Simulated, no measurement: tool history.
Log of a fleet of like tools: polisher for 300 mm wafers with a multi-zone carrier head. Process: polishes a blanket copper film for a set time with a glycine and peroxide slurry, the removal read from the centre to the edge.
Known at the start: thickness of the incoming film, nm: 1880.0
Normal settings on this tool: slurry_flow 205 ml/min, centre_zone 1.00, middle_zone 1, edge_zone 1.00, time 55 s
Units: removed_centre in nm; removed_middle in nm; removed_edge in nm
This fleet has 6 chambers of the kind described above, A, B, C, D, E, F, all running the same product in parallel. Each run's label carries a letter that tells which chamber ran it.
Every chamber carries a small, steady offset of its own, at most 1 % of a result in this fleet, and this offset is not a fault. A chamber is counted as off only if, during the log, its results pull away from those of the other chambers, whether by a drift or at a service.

| run | hour | slurry_flow | centre_zone | middle_zone | edge_zone | time | wafers polished on this pad | hours since the slurry nozzle was cleaned | hours since the centre zone pressure was calibrated | hours since the edge zone pressure was calibrated | removed_centre | removed_middle | removed_edge |
|---|---|---|---|---|---|---|---|---|---|---|---|---|---|
| 1C | 9.0 | 205 | 1.00 | 1 | 1.00 | 55 | 526 | 16.7 | 238.3 | 1415.6 | 193.32 | 188.62 | 189.13 |
| 2F | 19.5 | 205 | 1.00 | 1 | 1.00 | 55 | 1227 | 662.4 | 1147.9 | 1345.7 | 187.78 | 191.64 | 189.29 |
| 3E | 27.3 | 205 | 1.00 | 1 | 1.00 | 55 | 996 | 478.1 | 232.0 | 239.4 | 187.44 | 190.89 | 186.92 |
|  | 34.0 | chamber F: worn pad replaced by a new one |
| 4B | 40.4 | 205 | 1.00 | 1 | 1.00 | 55 | 618 | 115.4 | 631.8 | 752.7 | 190.15 | 184.91 | 188.67 |
|  | 46.4 | chamber E: slurry nozzle cleaned |
|  | 51.9 | chamber B: worn pad replaced by a new one |
| 5A | 55.2 | 205 | 1.00 | 1 | 1.00 | 55 | 684 | 184.2 | 550.3 | 665.4 | 192.39 | 189.34 | 189.59 |
| 6D | 66.2 | 205 | 1.00 | 1 | 0.90 | 55 | 941 | 386.6 | 1189.5 | 299.9 | 186.38 | 187.29 | 178.52 |
| 7B | 77.1 | 205 | 1.00 | 1 | 0.90 | 55 | 178 | 152.1 | 668.5 | 789.4 | 193.28 | 190.96 | 179.30 |
| 8C | 91.2 | 205 | 1.00 | 1 | 0.90 | 55 | 1108 | 98.9 | 320.5 | 1497.8 | 187.71 | 186.94 | 178.51 |
|  | 93.5 | chamber C: worn pad replaced by a new one |
| 9F | 103.8 | 205 | 1.00 | 1 | 0.90 | 55 | 494 | 746.7 | 1232.2 | 1430.0 | 189.84 | 188.94 | 179.60 |
|  | 110.6 | chamber C: edge zone pressure recalibrated |
|  | 111.7 | chamber F: edge zone pressure recalibrated |
|  | 112.2 | chamber D: worn pad replaced by a new one |
| 10E | 113.2 | 205 | 1.00 | 1 | 0.90 | 55 | 1604 | 66.9 | 317.9 | 325.3 | 191.88 | 190.20 | 180.36 |
|  | 115.8 | chamber E: worn pad replaced by a new one |
|  | 117.7 | chamber F: slurry nozzle cleaned |
| 11D | 125.9 | 205 | 1.00 | 1 | 0.90 | 55 | 97 | 446.3 | 1249.2 | 359.6 | 192.80 | 187.48 | 179.70 |
| 12A | 141.3 | 205 | 1.00 | 1 | 1.00 | 55 | 1293 | 270.3 | 636.4 | 751.5 | 194.22 | 195.49 | 191.06 |
| 13D | 149.8 | 205 | 1.09 | 1 | 1.00 | 55 | 266 | 470.2 | 1273.1 | 383.5 | 208.67 | 187.31 | 189.25 |
|  | 150.8 | chamber A: worn pad replaced by a new one |
| 14F | 157.4 | 205 | 1.09 | 1 | 1.00 | 55 | 873 | 39.8 | 1285.8 | 45.7 | 211.18 | 187.77 | 191.84 |
| 15C | 164.6 | 205 | 1.09 | 1 | 1.00 | 55 | 503 | 172.3 | 393.9 | 54.0 | 211.07 | 183.64 | 187.13 |
|  | 170.5 | chamber B: worn pad replaced by a new one |
| 16A | 175.1 | 205 | 1.09 | 1 | 1.00 | 55 | 171 | 304.1 | 670.2 | 785.3 | 212.59 | 190.04 | 189.56 |
|  | 178.3 | chamber F: centre zone pressure recalibrated |
| 17B | 189.6 | 205 | 1.09 | 1 | 1.00 | 55 | 135 | 264.6 | 781.0 | 901.9 | 208.84 | 191.02 | 189.54 |
| 18E | 198.0 | 205 | 1.09 | 1 | 1.00 | 55 | 581 | 151.7 | 402.7 | 410.1 | 202.55 | 190.73 | 189.41 |
| 19B | 206.0 | 205 | 1.00 | 1 | 1.00 | 55 | 251 | 281.0 | 797.4 | 918.3 | 192.89 | 193.72 | 189.41 |
|  | 217.6 | chamber D: centre zone pressure recalibrated |
| 20D | 219.9 | 205 | 1.00 | 1 | 1.00 | 55 | 762 | 540.3 | 2.4 | 453.6 | 185.97 | 191.88 | 189.03 |
|  | 225.5 | chamber D: slurry nozzle cleaned |
|  | 226.3 | chamber F: worn pad replaced by a new one |
| 21C | 231.2 | 205 | 1.00 | 1 | 1.00 | 55 | 974 | 238.9 | 460.5 | 120.6 | 193.67 | 190.75 | 187.19 |
|  | 231.9 | chamber C: worn pad replaced by a new one |
| 22A | 246.0 | 205 | 1.00 | 1 | 0.96 | 72 | 673 | 375.0 | 741.1 | 856.2 | 241.51 | 244.10 | 238.55 |
|  | 254.6 | chamber E: centre zone pressure recalibrated |
|  | 257.8 | chamber C: centre zone pressure recalibrated |
| 23F | 259.1 | 205 | 1.00 | 1 | 0.96 | 72 | 232 | 141.5 | 80.9 | 147.4 | 251.07 | 244.75 | 243.07 |
| 24E | 269.9 | 205 | 1.00 | 1 | 0.96 | 72 | 1090 | 223.6 | 15.4 | 482.0 | 242.09 | 249.23 | 239.80 |
|  | 271.2 | chamber B: worn pad replaced by a new one |
| 25F | 278.4 | 205 | 1.00 | 1 | 0.96 | 72 | 368 | 160.8 | 100.2 | 166.7 | 248.53 | 250.00 | 244.25 |
| 26A | 292.9 | 205 | 1.00 | 1 | 0.96 | 72 | 1005 | 421.9 | 788.0 | 903.1 | 244.37 | 240.99 | 241.08 |
|  | 294.5 | chamber E: worn pad replaced by a new one |
|  | 304.3 | chamber D: worn pad replaced by a new one |
| 27B | 307.8 | 205 | 1.00 | 1 | 0.96 | 72 | 259 | 382.8 | 899.2 | 1020.1 | 253.12 | 252.69 | 241.33 |
| 28D | 317.2 | 205 | 1.00 | 1 | 1.00 | 55 | 91 | 91.7 | 99.7 | 550.9 | 189.69 | 188.59 | 190.06 |
| 29E | 329.3 | 205 | 1.00 | 1 | 1.00 | 55 | 246 | 283.0 | 74.8 | 541.4 | 189.65 | 187.94 | 188.94 |
| 30C | 342.4 | 205 | 1.00 | 1 | 1.00 | 55 | 781 | 350.1 | 84.7 | 231.8 | 187.92 | 183.74 | 187.16 |
|  | 347.0 | chamber A: worn pad replaced by a new one |
| 31E | 350.2 | 205 | 1.00 | 1 | 1.00 | 55 | 394 | 303.9 | 95.7 | 562.3 | 185.15 | 192.05 | 188.12 |
| 32B | 365.0 | 205 | 1.00 | 1 | 1.00 | 55 | 664 | 440.0 | 956.4 | 1077.3 | 192.47 | 190.05 | 188.77 |
| 33C | 380.3 | 205 | 1.00 | 1 | 1.07 | 55 | 1049 | 388.0 | 122.6 | 269.7 | 185.76 | 186.02 | 192.92 |
|  | 388.5 | chamber B: edge zone pressure recalibrated |
|  | 389.5 | chamber B: worn pad replaced by a new one |
| 34A | 394.9 | 205 | 1.00 | 1 | 1.07 | 55 | 339 | 523.9 | 890.0 | 1005.1 | 181.30 | 185.53 | 191.43 |
|  | 407.0 | chamber C: worn pad replaced by a new one |
| 35D | 407.3 | 205 | 1.00 | 1 | 1.07 | 55 | 728 | 181.8 | 189.8 | 641.0 | 192.38 | 190.77 | 194.55 |
| 36F | 420.0 | 205 | 1.00 | 1 | 1.07 | 55 | 1370 | 302.4 | 241.8 | 308.3 | 188.67 | 187.41 | 196.77 |
|  | 421.5 | chamber F: worn pad replaced by a new one |
| 37A | 429.2 | 205 | 1.00 | 1 | 1.07 | 55 | 581 | 558.2 | 924.3 | 1039.4 | 179.04 | 181.87 | 190.52 |
| 38D | 444.1 | 205 | 1.00 | 1 | 1.07 | 55 | 989 | 218.6 | 226.6 | 677.8 | 193.33 | 190.59 | 195.89 |
|  | 446.2 | chamber C: slurry nozzle cleaned |
| 39B | 453.9 | 205 | 1.00 | 1 | 1.00 | 55 | 455 | 528.9 | 1045.3 | 65.4 | 196.87 | 189.72 | 190.70 |
| 40F | 467.8 | 205 | 1.00 | 1 | 1.00 | 55 | 327 | 350.2 | 289.6 | 356.1 | 191.16 | 193.07 | 188.12 |
|  | 476.0 | chamber E: worn pad replaced by a new one |
| 41C | 476.0 | 205 | 1.00 | 1 | 1.00 | 55 | 488 | 29.9 | 218.3 | 365.4 | 189.19 | 183.21 | 190.48 |
| 42E | 489.5 | 205 | 1.00 | 1 | 1.00 | 55 | 96 | 443.2 | 235.0 | 701.6 | 191.02 | 191.93 | 187.55 |
| 43B | 497.5 | 205 | 1.00 | 1 | 1.00 | 55 | 764 | 572.5 | 1088.9 | 109.0 | 192.20 | 188.03 | 190.17 |

Has any chamber moved away from the others, gradually or after a service, or does the common gauge drift, or do the chambers differ only by their own small steady offsets? State the chamber and the most likely cause if one applies.

One chamber, A, drifts off from the rest bit by bit.
Cause: slurry flow missing at the pad, % = 37.4.

Which of the 4 candidates below, each the usual settings with something changed and its results left as question marks, puts chamber A back in line with what the other chambers give on the usual settings?
In line means no further than this from the other chambers' mean on the usual settings: removed_centre 8.90 nm; removed_middle 7.10 nm; removed_edge 4.00 nm
| 44A-1 | 508.7 | 215 | 1.03 | 1.03 | 0.98 | 60 |  |  |  |  | ? | ? | ? |
| 44A-2 | 508.7 | 210 | 1.02 | 1.01 | 0.99 | 58 |  |  |  |  | ? | ? | ? |
| 44A-3 | 508.7 | 200 | 0.98 | 0.99 | 1.01 | 52 |  |  |  |  | ? | ? | ? |
| 44A-4 | 508.7 | 195 | 0.97 | 0.97 | 1.02 | 50 |  |  |  |  | ? | ? | ? |

Mean of the other chambers on the usual settings: removed_centre 190.02 nm; removed_middle 189.82 nm; removed_edge 189.22 nm
| run | removed_centre | removed_middle | removed_edge |
|---|---|---|---|
| 44A-1 | 201.09 | 200.09 | 194.88 |
| 44A-2 | 191.26 | 189.07 | 188.79 |
| 44A-3 | 162.26 | 164.74 | 169.85 |
| 44A-4 | 153.29 | 154.63 | 163.57 |
Change 44A-2 lands the chamber within the allowed miss of the other chambers.
